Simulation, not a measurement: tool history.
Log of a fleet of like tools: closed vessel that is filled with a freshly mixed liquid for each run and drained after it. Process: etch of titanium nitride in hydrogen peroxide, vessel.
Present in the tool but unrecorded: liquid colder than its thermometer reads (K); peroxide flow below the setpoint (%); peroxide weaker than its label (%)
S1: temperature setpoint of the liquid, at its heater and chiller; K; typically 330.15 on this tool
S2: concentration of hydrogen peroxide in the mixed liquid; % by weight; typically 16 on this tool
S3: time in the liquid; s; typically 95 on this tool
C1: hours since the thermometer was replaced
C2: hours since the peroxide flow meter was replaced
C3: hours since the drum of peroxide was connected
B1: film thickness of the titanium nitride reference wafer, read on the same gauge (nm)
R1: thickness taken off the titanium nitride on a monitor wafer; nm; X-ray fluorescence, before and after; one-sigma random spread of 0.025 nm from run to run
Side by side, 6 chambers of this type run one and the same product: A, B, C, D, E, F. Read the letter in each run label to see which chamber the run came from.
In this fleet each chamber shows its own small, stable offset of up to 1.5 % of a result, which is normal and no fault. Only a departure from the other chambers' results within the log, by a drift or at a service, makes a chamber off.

| run | hour | S1 | S2 | S3 | C1 | C2 | C3 | B1 | R1 |
|---|---|---|---|---|---|---|---|---|---|
| 1B | 10.8 | 330.15 | 16 | 95 | 1913.1 | 914.3 | 827.6 | 149.99 | 5.4539 |
| 2D | 25.4 | 330.15 | 16 | 95 | 137.5 | 75.2 | 1061.3 | 150 | 5.4531 |
| 3E | 40.4 | 330.15 | 16 | 95 | 1193.4 | 1322 | 349.2 | 150.01 | 5.3718 |
| 4F | 48.7 | 330.15 | 16 | 95 | 186.1 | 549.3 | 138.5 | 150.02 | 5.5066 |
| 5C | 60.5 | 330.15 | 16 | 95 | 641.2 | 905.2 | 476.3 | 149.99 | 5.4294 |
| 6A | 76.1 | 330.15 | 16 | 95 | 2571.1 | 873 | 922.7 | 150.01 | 5.4 |
|  | 83.5 | chamber D: new drum of peroxide connected |
| 7B | 84.2 | 330.15 | 16 | 95 | 1986.5 | 987.7 | 901 | 150.05 | 5.401 |
| 8F | 92.6 | 330.15 | 19 | 95 | 230 | 593.2 | 182.4 | 149.99 | 5.6864 |
| 9D | 108 | 330.15 | 19 | 95 | 220.1 | 157.8 | 24.6 | 150 | 5.6023 |
| 10A | 122 | 330.15 | 19 | 95 | 2617 | 918.9 | 968.6 | 150.01 | 5.5313 |
| 11C | 133 | 330.15 | 19 | 95 | 713.7 | 977.7 | 548.8 | 150 | 5.6131 |
| 12E | 145.4 | 330.15 | 19 | 95 | 1298.4 | 1427 | 454.2 | 150.02 | 5.5423 |
|  | 155.2 | chamber C: peroxide flow meter replaced |
| 13C | 159.4 | 330.15 | 19 | 95 | 740.1 | 4.3 | 575.2 | 150.02 | 5.6251 |
| 14E | 174.3 | 330.15 | 16 | 95 | 1327.3 | 1455.9 | 483.1 | 150.01 | 5.3078 |
| 15F | 182.8 | 330.15 | 16 | 95 | 320.2 | 683.4 | 272.6 | 150.02 | 5.5104 |
| 16D | 191.4 | 330.15 | 16 | 95 | 303.5 | 241.2 | 108 | 150 | 5.4176 |
| 17A | 198.5 | 323.15 | 13.5 | 95 | 2693.5 | 995.4 | 1045.1 | 149.99 | 3.1603 |
| 18B | 209.2 | 323.15 | 13.5 | 95 | 2111.5 | 1112.7 | 1026 | 150.03 | 3.1633 |
| 19C | 217.7 | 323.15 | 13.5 | 95 | 798.4 | 62.6 | 633.5 | 149.99 | 3.1531 |
| 20D | 231.2 | 323.15 | 13.5 | 95 | 343.3 | 281 | 147.8 | 149.99 | 3.1941 |
| 21E | 246.1 | 323.15 | 13.5 | 95 | 1399.1 | 1527.7 | 554.9 | 149.98 | 3.1757 |
| 22A | 255.2 | 323.15 | 13.5 | 95 | 2750.2 | 1052.1 | 1101.8 | 149.98 | 3.1571 |
| 23F | 269.2 | 330.15 | 16 | 95 | 406.6 | 769.8 | 359 | 150 | 5.4992 |
| 24B | 283.8 | 330.15 | 16 | 95 | 2186.1 | 1187.3 | 1100.6 | 149.99 | 5.4283 |
| 25A | 297.1 | 330.15 | 16 | 95 | 2792.1 | 1094 | 1143.7 | 149.98 | 5.3833 |
| 26F | 309.5 | 330.15 | 16 | 95 | 446.9 | 810.1 | 399.3 | 149.98 | 5.5218 |
| 27C | 320 | 330.15 | 16 | 95 | 900.7 | 164.9 | 735.8 | 150 | 5.3821 |
| 28B | 335.5 | 330.15 | 16 | 95 | 2237.8 | 1239 | 1152.3 | 149.98 | 5.382 |
| 29D | 342.5 | 330.15 | 16 | 95 | 454.6 | 392.3 | 259.1 | 150.04 | 5.3276 |
| 30E | 353.6 | 330.15 | 16 | 95 | 1506.6 | 1635.2 | 662.4 | 150.01 | 5.3316 |
| 31E | 365.3 | 330.15 | 16 | 95 | 1518.3 | 1646.9 | 674.1 | 149.96 | 5.3322 |
| 32C | 376.8 | 330.15 | 16 | 95 | 957.5 | 221.7 | 792.6 | 150.02 | 5.4183 |
| 33D | 384.6 | 330.15 | 16 | 95 | 496.7 | 434.4 | 301.2 | 150 | 5.3064 |
|  | 389.1 | chamber E: new drum of peroxide connected |
| 34F | 394.9 | 330.15 | 16 | 95 | 532.3 | 895.5 | 484.7 | 149.99 | 5.5155 |
| 35B | 405.2 | 330.15 | 16 | 95 | 2307.5 | 1308.7 | 1222 | 150 | 5.4596 |
| 36A | 419.5 | 330.15 | 16 | 95 | 2914.5 | 1216.4 | 1266.1 | 150 | 5.3837 |
| 37C | 431.5 | 330.15 | 16 | 95 | 1012.2 | 276.4 | 847.3 | 150.01 | 5.4384 |
| 38F | 443.2 | 330.15 | 16 | 95 | 580.6 | 943.8 | 533 | 149.99 | 5.502 |
| 39E | 454.8 | 330.15 | 16 | 125 | 1607.8 | 1736.4 | 65.7 | 149.99 | 6.9995 |
| 40A | 464.7 | 330.15 | 16 | 125 | 2959.7 | 1261.6 | 1311.3 | 149.99 | 7.0604 |
| 41D | 477.6 | 330.15 | 16 | 125 | 589.7 | 527.4 | 394.2 | 150 | 6.9178 |
| 42B | 487.1 | 330.15 | 16 | 125 | 2389.4 | 1390.6 | 1303.9 | 150.02 | 7.1703 |

What goes on in this fleet: one chamber off, a drifting gauge, or nothing beyond the chambers' own small offsets? Name the chamber and the cause, if any.

It is chamber D that slowly wanders off from its peers.
Likeliest cause: liquid colder than its thermometer reads (K) = 0.488.

Which of the 4 candidates below, each the usual settings with something changed and its results left as question marks, puts chamber D back in line with what the other chambers give on the usual settings?
In-line tolerance around the mean of the other chambers on the usual settings: R1 0.086 nm
| 43D-1 | 498.3 | 330.15 | 12 | 95 |  |  |  |  | ? |
| 43D-2 | 498.3 | 329.65 | 16 | 95 |  |  |  |  | ? |
| 43D-3 | 498.3 | 330.65 | 16 | 95 |  |  |  |  | ? |
| 43D-4 | 498.3 | 330.15 | 20.5 | 95 |  |  |  |  | ? |

Mean of the other chambers on the usual settings: R1 5.4095 nm
| run | R1 |
|---|---|
| 43D-1 | 4.9456 |
| 43D-2 | 5.0825 |
| 43D-3 | 5.444 |
| 43D-4 | 5.5474 |
43D-3 is the one that brings the chamber's results back in line with the other chambers.
